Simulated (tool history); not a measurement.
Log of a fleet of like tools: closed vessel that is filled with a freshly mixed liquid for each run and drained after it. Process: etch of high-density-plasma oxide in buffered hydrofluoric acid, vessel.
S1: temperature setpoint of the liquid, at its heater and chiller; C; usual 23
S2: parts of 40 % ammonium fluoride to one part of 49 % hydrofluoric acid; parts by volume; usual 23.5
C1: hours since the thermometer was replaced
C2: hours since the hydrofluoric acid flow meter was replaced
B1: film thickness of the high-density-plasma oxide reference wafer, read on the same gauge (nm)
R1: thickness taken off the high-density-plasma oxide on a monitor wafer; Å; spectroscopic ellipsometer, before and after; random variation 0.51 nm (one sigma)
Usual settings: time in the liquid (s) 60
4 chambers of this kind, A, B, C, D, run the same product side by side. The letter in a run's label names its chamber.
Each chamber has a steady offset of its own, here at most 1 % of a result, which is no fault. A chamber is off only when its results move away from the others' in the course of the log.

{"run": "1C", "hour": 15.7, "S1": 23, "S2": 23.5, "time in the liquid (s)": 60, "C1": 729.3, "C2": 341, "B1": 130.01, "R1": 591.73}
{"run": "2D", "hour": 22.5, "S1": 23, "S2": 23.5, "time in the liquid (s)": 60, "C1": 982.1, "C2": 372.8, "B1": 130, "R1": 591.57}
{"run": "3B", "hour": 32.8, "S1": 23, "S2": 23.5, "time in the liquid (s)": 60, "C1": 1465, "C2": 289.5, "B1": 129.94, "R1": 587.6}
{"run": "4A", "hour": 46.8, "S1": 23, "S2": 23.5, "time in the liquid (s)": 60, "C1": 1361.1, "C2": 342.1, "B1": 129.98, "R1": 590.91}
{"run": "5D", "hour": 61.2, "S1": 23, "S2": 23.5, "time in the liquid (s)": 60, "C1": 1020.8, "C2": 411.5, "B1": 129.99, "R1": 600.65}
{"run": "6A", "hour": 69.8, "S1": 23, "S2": 23.5, "time in the liquid (s)": 60, "C1": 1384.1, "C2": 365.1, "B1": 129.96, "R1": 588.58}
{"run": "7C", "hour": 85.5, "S1": 23, "S2": 23.5, "time in the liquid (s)": 60, "C1": 799.1, "C2": 410.8, "B1": 130, "R1": 589.72}
{"run": "8B", "hour": 95.6, "S1": 23, "S2": 23.5, "time in the liquid (s)": 60, "C1": 1527.8, "C2": 352.3, "B1": 130.02, "R1": 599.22}
{"run": "9B", "hour": 104.7, "S1": 23, "S2": 23.5, "time in the liquid (s)": 60, "C1": 1536.9, "C2": 361.4, "B1": 129.99, "R1": 593.75}
{"run": "10A", "hour": 114.2, "S1": 23, "S2": 23.5, "time in the liquid (s)": 60, "C1": 1428.5, "C2": 409.5, "B1": 129.97, "R1": 589.54}
{"run": "11D", "hour": 123.4, "S1": 23, "S2": 23.5, "time in the liquid (s)": 60, "C1": 1083, "C2": 473.7, "B1": 130, "R1": 599.4}
{"run": "12C", "hour": 137.2, "S1": 23, "S2": 23.5, "time in the liquid (s)": 60, "C1": 850.8, "C2": 462.5, "B1": 129.93, "R1": 586.63}
{"hour": 141.8, "done": "chamber D: thermometer replaced"}
{"run": "13B", "hour": 149.5, "S1": 23, "S2": 23.5, "time in the liquid (s)": 60, "C1": 1581.7, "C2": 406.2, "B1": 130.05, "R1": 592.87}
{"run": "14A", "hour": 161.4, "S1": 27.5, "S2": 23.5, "time in the liquid (s)": 60, "C1": 1475.7, "C2": 456.7, "B1": 129.99, "R1": 743.79}
{"run": "15D", "hour": 169.8, "S1": 27.5, "S2": 23.5, "time in the liquid (s)": 60, "C1": 28, "C2": 520.1, "B1": 129.95, "R1": 757.36}
{"run": "16C", "hour": 180.7, "S1": 27.5, "S2": 23.5, "time in the liquid (s)": 60, "C1": 894.3, "C2": 506, "B1": 130.07, "R1": 760.98}
{"run": "17C", "hour": 193.1, "S1": 27.5, "S2": 23.5, "time in the liquid (s)": 60, "C1": 906.7, "C2": 518.4, "B1": 130.03, "R1": 755.46}
{"run": "18D", "hour": 208.8, "S1": 23, "S2": 23.5, "time in the liquid (s)": 60, "C1": 67, "C2": 559.1, "B1": 130, "R1": 587.35}
{"run": "19B", "hour": 224.5, "S1": 23, "S2": 23.5, "time in the liquid (s)": 60, "C1": 1656.7, "C2": 481.2, "B1": 130.01, "R1": 598.49}
{"run": "20A", "hour": 239.5, "S1": 23, "S2": 23.5, "time in the liquid (s)": 60, "C1": 1553.8, "C2": 534.8, "B1": 129.96, "R1": 595}
{"run": "21C", "hour": 251.2, "S1": 23, "S2": 23.5, "time in the liquid (s)": 60, "C1": 964.8, "C2": 576.5, "B1": 129.93, "R1": 586.14}
{"run": "22A", "hour": 265.5, "S1": 23, "S2": 23.5, "time in the liquid (s)": 60, "C1": 1579.8, "C2": 560.8, "B1": 129.96, "R1": 589.84}
{"run": "23D", "hour": 274.2, "S1": 23, "S2": 23.5, "time in the liquid (s)": 60, "C1": 132.4, "C2": 624.5, "B1": 129.97, "R1": 586.92}
{"run": "24B", "hour": 289.3, "S1": 23, "S2": 23.5, "time in the liquid (s)": 60, "C1": 1721.5, "C2": 546, "B1": 129.99, "R1": 596.96}

Next, every chamber runs the same settings. What will each give?
{"run": "25A", "hour": 300.7, "S1": 23, "S2": 23.5, "time in the liquid (s)": 60, "R1": "?"}
{"run": "25B", "hour": 300.7, "S1": 23, "S2": 23.5, "time in the liquid (s)": 60, "R1": "?"}
{"run": "25C", "hour": 300.7, "S1": 23, "S2": 23.5, "time in the liquid (s)": 60, "R1": "?"}
{"run": "25D", "hour": 300.7, "S1": 23, "S2": 23.5, "time in the liquid (s)": 60, "R1": "?"}

run=25A R1=596.34
run=25B R1=592.93
run=25C R1=588.67
run=25D R1=592.02

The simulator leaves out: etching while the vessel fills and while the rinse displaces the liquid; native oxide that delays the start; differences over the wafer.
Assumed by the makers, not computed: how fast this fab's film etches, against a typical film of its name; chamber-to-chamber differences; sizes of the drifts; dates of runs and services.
